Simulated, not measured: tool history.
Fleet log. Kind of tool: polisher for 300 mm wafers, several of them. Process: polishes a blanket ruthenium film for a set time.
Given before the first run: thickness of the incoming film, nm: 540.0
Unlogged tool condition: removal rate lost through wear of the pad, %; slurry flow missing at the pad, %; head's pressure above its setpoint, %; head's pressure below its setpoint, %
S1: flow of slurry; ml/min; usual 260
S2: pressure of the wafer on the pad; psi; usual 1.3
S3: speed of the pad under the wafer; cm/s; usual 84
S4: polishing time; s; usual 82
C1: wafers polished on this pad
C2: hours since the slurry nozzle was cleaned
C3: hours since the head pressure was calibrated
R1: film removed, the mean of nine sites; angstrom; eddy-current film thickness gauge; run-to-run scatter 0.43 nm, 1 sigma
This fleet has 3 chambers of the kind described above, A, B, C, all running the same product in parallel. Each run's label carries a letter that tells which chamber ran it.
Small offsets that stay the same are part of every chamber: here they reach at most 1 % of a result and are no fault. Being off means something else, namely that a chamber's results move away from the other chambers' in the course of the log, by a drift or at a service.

| run | hour | S1 | S2 | S3 | S4 | C1 | C2 | C3 | R1 |
|---|---|---|---|---|---|---|---|---|---|
|  | 1.8 | chamber C: worn pad replaced by a new one |
| 1B | 9.6 | 260 | 1.3 | 84 | 82 | 495 | 248.2 | 523.1 | 436.59 |
| 2A | 15 | 260 | 1.3 | 84 | 82 | 277 | 44.3 | 177.3 | 443.95 |
| 3C | 19.4 | 260 | 1.3 | 84 | 82 | 190 | 265.6 | 1134.7 | 443.36 |
| 4C | 26 | 260 | 1.3 | 84 | 82 | 261 | 272.2 | 1141.3 | 431.15 |
| 5B | 32.7 | 260 | 1.3 | 84 | 82 | 744 | 271.3 | 546.2 | 436.6 |
| 6A | 39.4 | 260 | 1.3 | 84 | 82 | 540 | 68.7 | 201.7 | 434.31 |
|  | 45.5 | chamber B: worn pad replaced by a new one |
|  | 46.1 | chamber A: worn pad replaced by a new one |
| 7C | 48.5 | 260 | 1.3 | 84 | 82 | 504 | 294.7 | 1163.8 | 426.71 |
|  | 51.4 | chamber C: head pressure recalibrated |
| 8B | 57.6 | 260 | 1.3 | 84 | 82 | 131 | 296.2 | 571.1 | 433.11 |
| 9A | 63.4 | 260 | 1.3 | 84 | 82 | 186 | 92.7 | 225.7 | 430.75 |
| 10C | 70.2 | 260 | 1.3 | 84 | 82 | 738 | 316.4 | 18.8 | 428.37 |
|  | 73.4 | chamber C: worn pad replaced by a new one |
| 11A | 78.4 | 260 | 1.3 | 84 | 82 | 348 | 107.7 | 240.7 | 440.28 |
| 12B | 85.7 | 260 | 1.3 | 84 | 82 | 434 | 324.3 | 599.2 | 442.77 |
| 13C | 90.1 | 260 | 1.3 | 84 | 82 | 180 | 336.3 | 38.7 | 431.09 |
|  | 93.2 | chamber B: head pressure recalibrated |
| 14A | 94.4 | 260 | 1.3 | 110 | 82 | 521 | 123.7 | 256.7 | 577.74 |
| 15B | 100.3 | 260 | 1.3 | 110 | 82 | 591 | 338.9 | 7.2 | 537.36 |
|  | 106.8 | chamber A: worn pad replaced by a new one |
| 16B | 107.3 | 260 | 1.3 | 110 | 82 | 667 | 345.9 | 14.2 | 532.61 |
| 17C | 114.4 | 260 | 1.3 | 84 | 82 | 442 | 360.6 | 63 | 432.33 |
| 18A | 122.8 | 260 | 1.3 | 84 | 82 | 172 | 152.1 | 285.1 | 433.74 |
|  | 126.1 | chamber B: worn pad replaced by a new one |
| 19A | 132.5 | 260 | 1.3 | 84 | 82 | 277 | 161.8 | 294.8 | 443.15 |
|  | 137.2 | chamber C: slurry nozzle cleaned |
| 20B | 140 | 260 | 1.3 | 84 | 82 | 150 | 378.6 | 46.9 | 413.76 |
| 21C | 148.9 | 260 | 1.3 | 84 | 82 | 815 | 11.7 | 97.5 | 430.94 |
|  | 150.5 | chamber C: worn pad replaced by a new one |
| 22B | 158.5 | 260 | 1.3 | 84 | 82 | 350 | 397.1 | 65.4 | 407.7 |
|  | 159 | chamber A: worn pad replaced by a new one |
| 23C | 165.8 | 260 | 1.3 | 84 | 82 | 165 | 28.6 | 114.4 | 430.82 |
| 24A | 171.6 | 260 | 1.3 | 84 | 82 | 136 | 200.9 | 333.9 | 436.25 |
| 25B | 177.3 | 260 | 1.3 | 84 | 82 | 553 | 415.9 | 84.2 | 413.25 |
| 26A | 182.4 | 260 | 1.3 | 84 | 82 | 253 | 211.7 | 344.7 | 437.25 |
| 27C | 190.5 | 260 | 1.3 | 84 | 82 | 432 | 53.3 | 139.1 | 432.04 |
|  | 195.7 | chamber A: slurry nozzle cleaned |
| 28C | 197.7 | 260 | 1.3 | 84 | 82 | 509 | 60.5 | 146.3 | 442.43 |
| 29A | 203.6 | 260 | 1.3 | 68 | 66 | 482 | 7.9 | 365.9 | 282.63 |
|  | 205.6 | chamber B: worn pad replaced by a new one |
| 30B | 208.2 | 260 | 1.3 | 68 | 66 | 29 | 446.8 | 115.1 | 269.16 |
| 31C | 214.1 | 260 | 1.3 | 68 | 66 | 686 | 76.9 | 162.7 | 278.62 |
| 32A | 221.1 | 260 | 1.3 | 84 | 82 | 671 | 25.4 | 383.4 | 432.91 |
|  | 222.6 | chamber C: worn pad replaced by a new one |
|  | 224.2 | chamber A: worn pad replaced by a new one |
| 33B | 227.9 | 260 | 1.3 | 84 | 82 | 241 | 466.5 | 134.8 | 416.97 |
| 34A | 235 | 260 | 1.3 | 84 | 82 | 117 | 39.3 | 397.3 | 444.55 |
| 35C | 241.9 | 260 | 1.3 | 84 | 82 | 209 | 104.7 | 190.5 | 439.62 |
| 36B | 247.7 | 260 | 1.3 | 84 | 82 | 455 | 486.3 | 154.6 | 417.75 |
| 37A | 255.1 | 260 | 1.3 | 84 | 82 | 334 | 59.4 | 417.4 | 435.94 |

Which is it: a chamber that has drifted or been left off by a service, a gauge drift common to all chambers, or only each chamber's usual small offset? If a chamber is off, name it and its likeliest cause.

A service left chamber B off against the others.
Likeliest cause: head's pressure below its setpoint, % = 6.

Here are 4 candidates for chamber B's next run, each the usual settings with a change, their results left as question marks. Which one brings its results back in line with what the others give on the usual settings?
Maximum distance from the other chambers' mean on the usual settings for a result to count as in line: R1 15 angstrom
| 38B-1 | 262.1 | 265 | 1.3 | 84 | 92 |  |  |  | ? |
| 38B-2 | 262.1 | 255 | 1.3 | 84 | 72 |  |  |  | ? |
| 38B-3 | 262.1 | 260 | 1.3 | 86 | 84 |  |  |  | ? |
| 38B-4 | 262.1 | 260 | 1.3 | 82 | 80 |  |  |  | ? |

On the usual settings, the other chambers give on average: R1 436.61 angstrom
| run | R1 |
|---|---|
| 38B-1 | 462.12 |
| 38B-2 | 360.23 |
| 38B-3 | 430.99 |
| 38B-4 | 391.65 |
The answer is 38B-3, which returns the chamber to within the allowed miss of the others.

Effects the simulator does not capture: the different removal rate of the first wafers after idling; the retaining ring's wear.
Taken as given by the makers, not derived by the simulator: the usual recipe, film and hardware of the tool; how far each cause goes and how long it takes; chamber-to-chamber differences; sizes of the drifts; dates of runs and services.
